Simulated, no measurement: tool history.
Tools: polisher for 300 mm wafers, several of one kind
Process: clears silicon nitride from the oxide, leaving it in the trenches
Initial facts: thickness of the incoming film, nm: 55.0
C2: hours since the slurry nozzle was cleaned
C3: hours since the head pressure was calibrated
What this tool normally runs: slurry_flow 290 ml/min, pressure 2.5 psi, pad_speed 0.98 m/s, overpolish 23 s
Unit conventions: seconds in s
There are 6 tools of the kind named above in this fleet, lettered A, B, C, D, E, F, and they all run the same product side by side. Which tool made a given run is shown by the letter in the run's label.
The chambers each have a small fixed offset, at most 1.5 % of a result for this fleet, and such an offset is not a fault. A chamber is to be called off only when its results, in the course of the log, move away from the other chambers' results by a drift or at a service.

At hour 1.7: chamber B: slurry nozzle cleaned.
Run 1F, hour 3.9: usual settings; wafers polished on this pad 73; C2 416; C3 526.7. Result: seconds 63.024 s.
Run 2D, hour 8.6: usual settings; wafers polished on this pad 339; C2 55.3; C3 225.9. Result: seconds 62.59 s.
Run 3E, hour 11.8: usual settings; wafers polished on this pad 806; C2 271.2; C3 730.4. Result: seconds 63.926 s.
Run 4A, hour 15: usual settings; wafers polished on this pad 286; C2 71.9; C3 1016.2. Result: seconds 65.226 s.
Run 5B, hour 20.1: usual settings but overpolish 15 s; wafers polished on this pad 1176; C2 18.4; C3 397.6. Result: seconds 62.179 s.
At hour 20.6: chamber C: worn pad replaced by a new one.
Run 6C, hour 24.1: usual settings but overpolish 15 s; wafers polished on this pad 30; C2 141; C3 295.9. Result: seconds 63.439 s.
Run 7C, hour 29: usual settings but overpolish 15 s; wafers polished on this pad 74; C2 145.9; C3 300.8. Result: seconds 63.763 s.
Run 8E, hour 32.6: usual settings but overpolish 15 s; wafers polished on this pad 990; C2 292; C3 751.2. Result: seconds 64.337 s.
Run 9D, hour 35.6: usual settings but overpolish 15 s; wafers polished on this pad 577; C2 82.3; C3 252.9. Result: seconds 62.291 s.
Run 10A, hour 41.5: usual settings but overpolish 15 s; wafers polished on this pad 520; C2 98.4; C3 1042.7. Result: seconds 62.879 s.
At hour 46.3: chamber B: worn pad replaced by a new one.
Run 11F, hour 46.6: usual settings; wafers polished on this pad 450; C2 458.7; C3 569.4. Result: seconds 62.659 s.
At hour 47.1: chamber D: worn pad replaced by a new one.
At hour 47.6: chamber E: worn pad replaced by a new one.
At hour 49: chamber A: worn pad replaced by a new one.
Run 12B, hour 50.6: usual settings; wafers polished on this pad 38; C2 48.9; C3 428.1. Result: seconds 62.914 s.
Run 13C, hour 53.9: usual settings; wafers polished on this pad 293; C2 170.8; C3 325.7. Result: seconds 63.354 s.
At hour 54.5: chamber C: head pressure recalibrated.
Run 14A, hour 57.7: usual settings; wafers polished on this pad 77; C2 114.6; C3 1058.9. Result: seconds 64.278 s.
Run 15B, hour 62.2: usual settings; wafers polished on this pad 140; C2 60.5; C3 439.7. Result: seconds 61.998 s.
Run 16E, hour 67: usual settings; wafers polished on this pad 171; C2 326.4; C3 785.6. Result: seconds 63.867 s.
Run 17F, hour 71.3: usual settings but slurry_flow 385 ml/min, pressure 1.8 psi; wafers polished on this pad 667; C2 483.4; C3 594.1. Result: seconds 86.671 s.
Run 18D, hour 74.1: usual settings but slurry_flow 385 ml/min, pressure 1.8 psi; wafers polished on this pad 238; C2 120.8; C3 291.4. Result: seconds 84.949 s.
Run 19B, hour 77.3: usual settings but slurry_flow 385 ml/min, pressure 1.8 psi; wafers polished on this pad 273; C2 75.6; C3 454.8. Result: seconds 86.121 s.
At hour 79.2: chamber F: worn pad replaced by a new one.
Run 20C, hour 81.5: usual settings but slurry_flow 385 ml/min, pressure 1.8 psi; wafers polished on this pad 536; C2 198.4; C3 27. Result: seconds 85.908 s.
Run 21D, hour 85.8: usual settings but slurry_flow 385 ml/min, pressure 1.8 psi; wafers polished on this pad 341; C2 132.5; C3 303.1. Result: seconds 84.546 s.
Run 22A, hour 90: usual settings but slurry_flow 385 ml/min, pressure 1.8 psi; wafers polished on this pad 362; C2 146.9; C3 1091.2. Result: seconds 84.824 s.
Run 23E, hour 93.8: usual settings; wafers polished on this pad 407; C2 353.2; C3 812.4. Result: seconds 64.313 s.
Run 24F, hour 97.4: usual settings; wafers polished on this pad 160; C2 509.5; C3 620.2. Result: seconds 63.27 s.
Run 25F, hour 102.8: usual settings; wafers polished on this pad 208; C2 514.9; C3 625.6. Result: seconds 62.846 s.
Run 26E, hour 108.2: usual settings; wafers polished on this pad 534; C2 367.6; C3 826.8. Result: seconds 64.802 s.
Run 27B, hour 113.6: usual settings; wafers polished on this pad 593; C2 111.9; C3 491.1. Result: seconds 62.415 s.
At hour 114.3: chamber A: worn pad replaced by a new one.
At hour 116.2: chamber C: worn pad replaced by a new one.
Run 28C, hour 118.7: usual settings; wafers polished on this pad 22; C2 235.6; C3 64.2. Result: seconds 63.805 s.
Run 29D, hour 123: usual settings but slurry_flow 355 ml/min, pad_speed 0.84 m/s; wafers polished on this pad 669; C2 169.7; C3 340.3. Result: seconds 71.329 s.
At hour 126.8: chamber D: worn pad replaced by a new one.
Run 30A, hour 128.8: usual settings but slurry_flow 355 ml/min, pad_speed 0.84 m/s; wafers polished on this pad 128; C2 185.7; C3 1130. Result: seconds 72.899 s.
Run 31D, hour 133.9: usual settings but slurry_flow 355 ml/min, pad_speed 0.84 m/s; wafers polished on this pad 62; C2 180.6; C3 351.2. Result: seconds 71.171 s.
Run 32C, hour 136.7: usual settings but slurry_flow 355 ml/min, pad_speed 0.84 m/s; wafers polished on this pad 181; C2 253.6; C3 82.2. Result: seconds 73.612 s.
Run 33E, hour 140.2: usual settings but slurry_flow 355 ml/min, pad_speed 0.84 m/s; wafers polished on this pad 816; C2 399.6; C3 858.8. Result: seconds 74.286 s.
At hour 144.1: chamber A: head pressure recalibrated.
Run 34F, hour 144.9: usual settings but slurry_flow 355 ml/min, pad_speed 0.84 m/s; wafers polished on this pad 579; C2 557; C3 667.7. Result: seconds 72.925 s.
Run 35B, hour 148.7: usual settings; wafers polished on this pad 902; C2 147; C3 526.2. Result: seconds 63.591 s.
Run 36A, hour 153.2: usual settings; wafers polished on this pad 343; C2 210.1; C3 9.2. Result: seconds 63.894 s.

Does one chamber stand apart from the rest, does the shared gauge drift, or is all well apart from small per-chamber offsets? Give the chamber and the most likely cause, where there is one.

No chamber is off and the gauge is stable; the differences are just each chamber's small, constant offset.
